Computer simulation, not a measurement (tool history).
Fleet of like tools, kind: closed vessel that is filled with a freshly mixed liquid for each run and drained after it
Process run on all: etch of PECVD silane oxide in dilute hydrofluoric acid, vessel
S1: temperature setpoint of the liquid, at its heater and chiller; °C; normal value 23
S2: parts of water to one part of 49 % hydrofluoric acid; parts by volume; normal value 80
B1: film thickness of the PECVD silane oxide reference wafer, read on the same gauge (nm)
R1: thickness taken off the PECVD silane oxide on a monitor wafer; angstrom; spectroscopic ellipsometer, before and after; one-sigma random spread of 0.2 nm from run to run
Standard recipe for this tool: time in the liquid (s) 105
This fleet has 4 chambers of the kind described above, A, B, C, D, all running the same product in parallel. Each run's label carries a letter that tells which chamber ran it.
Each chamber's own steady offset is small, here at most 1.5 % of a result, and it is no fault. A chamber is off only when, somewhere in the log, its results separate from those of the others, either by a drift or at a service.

Run 1A, hour 8: usual settings; B1 120.02. Result: R1 281.68 angstrom.
Run 2D, hour 12.7: usual settings; B1 120.01. Result: R1 284.71 angstrom.
Run 3B, hour 18.8: usual settings; B1 120.02. Result: R1 281.24 angstrom.
At hour 28.4: chamber B: hydrofluoric acid flow meter replaced.
Run 4C, hour 28.9: usual settings; B1 120.04. Result: R1 282.5 angstrom.
Run 5A, hour 38: usual settings; B1 119.97. Result: R1 285.34 angstrom.
Run 6D, hour 45.9: usual settings; B1 119.97. Result: R1 287.98 angstrom.
Run 7C, hour 54: usual settings but S2 115 parts by volume, time in the liquid (s) 50; B1 119.94. Result: R1 88.422 angstrom.
Run 8B, hour 64.2: usual settings but S2 115 parts by volume, time in the liquid (s) 50; B1 119.98. Result: R1 88.38 angstrom.
Run 9C, hour 73.7: usual settings but S2 115 parts by volume, time in the liquid (s) 50; B1 120.04. Result: R1 88.728 angstrom.
Run 10A, hour 82.4: usual settings but S2 115 parts by volume, time in the liquid (s) 50; B1 119.98. Result: R1 89.967 angstrom.
Run 11D, hour 92.8: usual settings; B1 120.01. Result: R1 285.33 angstrom.
Run 12B, hour 100.9: usual settings; B1 119.97. Result: R1 281.04 angstrom.
Run 13A, hour 108.5: usual settings; B1 120.01. Result: R1 279.12 angstrom.
Run 14C, hour 113.4: usual settings; B1 120.02. Result: R1 280.74 angstrom.
Run 15B, hour 118.2: usual settings but S1 21 °C; B1 119.98. Result: R1 257.53 angstrom.
Run 16D, hour 124.1: usual settings but S1 21 °C; B1 119.99. Result: R1 264.25 angstrom.
Run 17B, hour 130.2: usual settings but S1 21 °C; B1 120.01. Result: R1 256.02 angstrom.
Run 18A, hour 140: usual settings but S1 21 °C; B1 119.99. Result: R1 254.61 angstrom.
Run 19C, hour 149.8: usual settings; B1 120. Result: R1 282.01 angstrom.
Run 20D, hour 157.5: usual settings but S1 20 °C, S2 100 parts by volume; B1 119.99. Result: R1 199.5 angstrom.
Run 21A, hour 164.6: usual settings but S1 20 °C, S2 100 parts by volume; B1 120.03. Result: R1 191.04 angstrom.
Run 22B, hour 174.5: usual settings but S1 20 °C, S2 100 parts by volume; B1 119.98. Result: R1 191.83 angstrom.
Run 23C, hour 182.7: usual settings but S1 20 °C, S2 100 parts by volume; B1 119.97. Result: R1 195.57 angstrom.
Run 24D, hour 188.2: usual settings; B1 120.01. Result: R1 287.63 angstrom.
Run 25B, hour 195: usual settings; B1 120. Result: R1 279.97 angstrom.
Run 26C, hour 205: usual settings; B1 120. Result: R1 283.61 angstrom.
Run 27D, hour 212.8: usual settings; B1 120.01. Result: R1 285.99 angstrom.
Run 28A, hour 219.3: usual settings but S2 115 parts by volume; B1 120.02. Result: R1 183 angstrom.
Run 29C, hour 225.1: usual settings but S2 115 parts by volume; B1 120.03. Result: R1 186.57 angstrom.
Run 30A, hour 230.5: usual settings but S2 115 parts by volume; B1 120. Result: R1 180.6 angstrom.

All chambers now run identical settings, listed one chamber a line with results as question marks. What results will each chamber show?
Run 31A, hour 238.1: usual settings but S1 21.5 °C. Result: R1 ?.
Run 31B, hour 238.1: usual settings but S1 21.5 °C. Result: R1 ?.
Run 31C, hour 238.1: usual settings but S1 21.5 °C. Result: R1 ?.
Run 31D, hour 238.1: usual settings but S1 21.5 °C. Result: R1 ?.

run      R1
31A  256.38
31B  262.34
31C  263.14
31D  270.83
